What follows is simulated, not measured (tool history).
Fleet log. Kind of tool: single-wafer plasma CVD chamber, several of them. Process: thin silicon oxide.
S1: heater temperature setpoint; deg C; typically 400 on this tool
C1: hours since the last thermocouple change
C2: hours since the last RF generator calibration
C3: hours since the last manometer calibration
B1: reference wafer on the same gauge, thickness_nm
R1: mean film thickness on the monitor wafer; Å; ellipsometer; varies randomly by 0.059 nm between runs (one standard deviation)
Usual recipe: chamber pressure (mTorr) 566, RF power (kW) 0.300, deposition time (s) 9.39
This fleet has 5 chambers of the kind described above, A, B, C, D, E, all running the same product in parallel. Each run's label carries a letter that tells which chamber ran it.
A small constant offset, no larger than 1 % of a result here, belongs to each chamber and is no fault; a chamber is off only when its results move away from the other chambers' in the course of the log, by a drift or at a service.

Run 1C, hour 8.6: usual settings; C1 1425.2; C2 1327.1; C3 92.0; B1 11.802. Result: R1 121.04 Å.
Run 2E, hour 16.5: usual settings; C1 2109.2; C2 955.9; C3 1037.5; B1 11.808. Result: R1 121.04 Å.
At hour 20.8: chamber A: thermocouple changed; heater temperature recalibrated.
Run 3B, hour 26.0: usual settings; C1 76.6; C2 465.6; C3 327.4; B1 11.798. Result: R1 121.07 Å.
Run 4A, hour 37.7: usual settings; C1 16.9; C2 1225.5; C3 372.9; B1 11.788. Result: R1 119.57 Å.
Run 5D, hour 45.2: usual settings; C1 330.6; C2 317.7; C3 978.3; B1 11.798. Result: R1 119.78 Å.
Run 6D, hour 55.5: usual settings; C1 340.9; C2 328.0; C3 988.6; B1 11.795. Result: R1 120.00 Å.
At hour 61.1: chamber A: RF generator calibrated.
Run 7C, hour 65.0: usual settings; C1 1481.6; C2 1383.5; C3 148.4; B1 11.786. Result: R1 120.57 Å.
Run 8E, hour 73.2: usual settings but S1 389 deg C, chamber pressure (mTorr) 629; C1 2165.9; C2 1012.6; C3 1094.2; B1 11.783. Result: R1 137.31 Å.
Run 9A, hour 81.5: usual settings but S1 389 deg C, chamber pressure (mTorr) 629; C1 60.7; C2 20.5; C3 416.7; B1 11.802. Result: R1 136.53 Å.
Run 10B, hour 89.0: usual settings but S1 389 deg C, chamber pressure (mTorr) 629; C1 139.6; C2 528.6; C3 390.4; B1 11.803. Result: R1 135.44 Å.
Run 11B, hour 97.1: usual settings but S1 389 deg C, chamber pressure (mTorr) 629; C1 147.7; C2 536.7; C3 398.5; B1 11.787. Result: R1 137.16 Å.
Run 12C, hour 105.9: usual settings but S1 389 deg C, chamber pressure (mTorr) 629; C1 1522.5; C2 1424.4; C3 189.3; B1 11.805. Result: R1 136.70 Å.
Run 13A, hour 114.4: usual settings; C1 93.6; C2 53.4; C3 449.6; B1 11.794. Result: R1 119.79 Å.
Run 14D, hour 124.3: usual settings; C1 409.7; C2 396.8; C3 1057.4; B1 11.804. Result: R1 120.23 Å.
Run 15E, hour 133.9: usual settings; C1 2226.6; C2 1073.3; C3 1154.9; B1 11.814. Result: R1 121.36 Å.
Run 16D, hour 144.0: usual settings; C1 429.4; C2 416.5; C3 1077.1; B1 11.799. Result: R1 120.77 Å.
Run 17E, hour 153.2: usual settings; C1 2245.9; C2 1092.6; C3 1174.2; B1 11.802. Result: R1 121.65 Å.
At hour 155.3: chamber E: RF generator calibrated.
Run 18B, hour 161.6: usual settings; C1 212.2; C2 601.2; C3 463.0; B1 11.804. Result: R1 119.85 Å.
Run 19A, hour 172.5: usual settings; C1 151.7; C2 111.5; C3 507.7; B1 11.787. Result: R1 121.64 Å.
Run 20C, hour 180.3: usual settings but S1 395 deg C, deposition time (s) 11.17; C1 1596.9; C2 1498.8; C3 263.7; B1 11.796. Result: R1 143.44 Å.
Run 21A, hour 191.6: usual settings but S1 395 deg C, deposition time (s) 11.17; C1 170.8; C2 130.6; C3 526.8; B1 11.801. Result: R1 146.80 Å.
Run 22C, hour 204.2: usual settings but S1 395 deg C, deposition time (s) 11.17; C1 1620.8; C2 1522.7; C3 287.6; B1 11.792. Result: R1 144.26 Å.
Run 23B, hour 213.7: usual settings but S1 395 deg C, deposition time (s) 11.17; C1 264.3; C2 653.3; C3 515.1; B1 11.803. Result: R1 144.10 Å.
Run 24D, hour 221.9: usual settings but S1 395 deg C, deposition time (s) 11.17; C1 507.3; C2 494.4; C3 1155.0; B1 11.799. Result: R1 143.17 Å.
Run 25E, hour 229.6: usual settings; C1 2322.3; C2 74.3; C3 1250.6; B1 11.797. Result: R1 121.73 Å.
Run 26D, hour 236.2: usual settings; C1 521.6; C2 508.7; C3 1169.3; B1 11.789. Result: R1 120.41 Å.
Run 27A, hour 248.7: usual settings; C1 227.9; C2 187.7; C3 583.9; B1 11.793. Result: R1 124.48 Å.
Run 28E, hour 255.0: usual settings; C1 2347.7; C2 99.7; C3 1276.0; B1 11.792. Result: R1 122.18 Å.
Run 29C, hour 261.4: usual settings; C1 1678.0; C2 1579.9; C3 344.8; B1 11.794. Result: R1 119.99 Å.
At hour 262.4: chamber C: thermocouple changed; heater temperature recalibrated.
Run 30B, hour 273.3: usual settings; C1 323.9; C2 712.9; C3 574.7; B1 11.802. Result: R1 120.57 Å.
Run 31A, hour 280.8: usual settings; C1 260.0; C2 219.8; C3 616.0; B1 11.793. Result: R1 124.46 Å.
Run 32C, hour 291.0: usual settings; C1 28.7; C2 1609.5; C3 374.4; B1 11.800. Result: R1 119.31 Å.
Run 33E, hour 301.5: usual settings; C1 2394.2; C2 146.2; C3 1322.5; B1 11.792. Result: R1 119.77 Å.
Run 34D, hour 310.9: usual settings; C1 596.3; C2 583.4; C3 1244.0; B1 11.786. Result: R1 119.89 Å.
Run 35B, hour 323.2: usual settings; C1 373.8; C2 762.8; C3 624.6; B1 11.797. Result: R1 119.59 Å.
Run 36B, hour 335.6: usual settings; C1 386.2; C2 775.2; C3 637.0; B1 11.798. Result: R1 120.59 Å.
Run 37A, hour 347.3: usual settings; C1 326.5; C2 286.3; C3 682.5; B1 11.790. Result: R1 126.26 Å.
Run 38C, hour 355.3: usual settings; C1 93.0; C2 1673.8; C3 438.7; B1 11.796. Result: R1 120.10 Å.
Run 39D, hour 366.6: usual settings; C1 652.0; C2 639.1; C3 1299.7; B1 11.805. Result: R1 119.49 Å.
Run 40E, hour 378.2: usual settings; C1 2470.9; C2 222.9; C3 1399.2; B1 11.807. Result: R1 120.75 Å.

One chamber off, gauge drift, or nothing amiss beyond the chambers' own small offsets? If it is a chamber, which one, and what is the likeliest cause?

Little by little, chamber A moves away from the other chambers.
Cause: true pressure above the setpoint (%) = 5.52.

Chamber A could run next with any of the 4 candidate recipes listed below; each alters the usual settings, and their results appear as question marks. Which one brings its results back in line with what the other chambers deliver on the usual settings?
Allowed miss from the other chambers' usual-settings mean, per result, to count as in line: R1 2.10 Å
Run 41A-1, hour 387.2: usual settings but chamber pressure (mTorr) 579. Result: R1 ?.
Run 41A-2, hour 387.2: usual settings but chamber pressure (mTorr) 595, RF power (kW) 0.305. Result: R1 ?.
Run 41A-3, hour 387.2: usual settings but deposition time (s) 9.15. Result: R1 ?.
Run 41A-4, hour 387.2: usual settings but RF power (kW) 0.295, deposition time (s) 8.91. Result: R1 ?.

The mean the other chambers reach with the usual settings: R1 120.27 Å
  run      R1
41A-1  131.17
41A-2  135.94
41A-3  124.79
41A-4  120.66
The right change is 41A-4: it brings the chamber back within the allowed miss of the others.
